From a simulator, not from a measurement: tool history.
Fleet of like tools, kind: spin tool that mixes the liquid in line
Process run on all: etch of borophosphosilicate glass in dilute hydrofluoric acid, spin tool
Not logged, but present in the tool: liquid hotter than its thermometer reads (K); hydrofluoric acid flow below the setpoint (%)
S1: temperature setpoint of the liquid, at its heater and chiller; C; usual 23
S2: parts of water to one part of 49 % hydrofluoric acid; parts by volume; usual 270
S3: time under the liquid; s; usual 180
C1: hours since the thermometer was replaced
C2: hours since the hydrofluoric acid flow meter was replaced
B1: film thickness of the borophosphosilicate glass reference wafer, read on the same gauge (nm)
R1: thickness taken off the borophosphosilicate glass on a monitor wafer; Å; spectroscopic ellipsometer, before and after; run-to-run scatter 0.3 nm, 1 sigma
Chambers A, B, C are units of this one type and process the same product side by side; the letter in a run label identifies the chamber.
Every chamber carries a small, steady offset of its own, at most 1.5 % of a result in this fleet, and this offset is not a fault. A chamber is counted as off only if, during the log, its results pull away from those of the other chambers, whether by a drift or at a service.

run	hour	S1	S2	S3	C1	C2	B1	R1
1C	7.7	23	270	180	1268.7	800.3	79.989	336.79
2A	14.1	23	270	180	581.1	1127.8	79.999	331.47
3B	22.0	23	270	180	370.6	347.7	79.993	341.40
4A	31.9	23	270	180	598.9	1145.6	79.995	334.95
5C	38.4	23	270	180	1299.4	831.0	79.990	335.83
6B	43.5	23	270	180	392.1	369.2	79.998	338.24
7A	53.2	23	270	180	620.2	1166.9	80.001	333.03
8C	62.4	23	270	180	1323.4	855.0	80.002	337.34
9B	69.4	23	270	180	418.0	395.1	79.998	337.31
10B	75.0	23	270	180	423.6	400.7	79.990	335.93
11A	85.9	23	270	180	652.9	1199.6	79.995	332.63
12C	93.9	23	270	180	1354.9	886.5	79.999	339.86
13C	104.9	23	270	180	1365.9	897.5	80.006	337.68
14B	111.8	20	270	240	460.4	437.5	80.000	404.96
15A	119.8	20	270	240	686.8	1233.5	79.991	400.72
16C	129.8	20	270	240	1390.8	922.4	80.002	397.95
17B	135.0	23	140	285	483.6	460.7	80.006	1188.20
18A	140.1	23	140	285	707.1	1253.8	79.991	1158.00
19B	146.6	23	140	285	495.2	472.3	79.978	1205.30
20C	152.8	23	270	180	1413.8	945.4	80.002	333.94
21A	158.1	23	270	180	725.1	1271.8	80.009	332.02
22C	167.1	23	270	180	1428.1	959.7	80.005	337.12
23A	176.8	23	325	220	743.8	1290.5	80.016	323.49
24B	182.5	23	325	220	531.1	508.2	80.015	324.51
25A	188.6	23	325	220	755.6	1302.3	80.005	318.61
26C	197.5	28	270	230	1458.5	990.1	80.001	506.95
# hour 206.9: chamber A: hydrofluoric acid flow meter replaced
27B	207.8	28	270	230	556.4	533.5	80.007	513.54
28C	216.2	28	270	230	1477.2	1008.8	79.983	514.87
29A	226.2	23	270	180	793.2	19.4	80.005	332.61
30B	234.0	23	270	180	582.6	559.7	79.999	337.57
31C	243.4	23	270	180	1504.4	1036.0	79.990	337.08
32A	250.7	23	270	180	817.7	43.9	80.005	335.45
33B	261.1	23	270	180	609.7	586.8	80.004	338.56
34C	270.8	23	270	180	1531.8	1063.4	80.010	339.19
35A	276.2	23	270	180	843.2	69.4	79.997	334.24
36B	285.3	23	270	180	633.9	611.0	79.997	339.91
37C	294.1	23	270	180	1555.1	1086.7	79.988	339.82
38B	300.2	23	270	180	648.8	625.9	79.997	334.36
39A	305.5	23	270	180	872.5	98.7	79.996	335.52

Is one chamber off against the others, does the gauge drift, or is nothing wrong? If a chamber is off, say which, and what the likeliest cause is.

The fleet is healthy, with each chamber sitting at its usual small offset and no drift in the gauge.
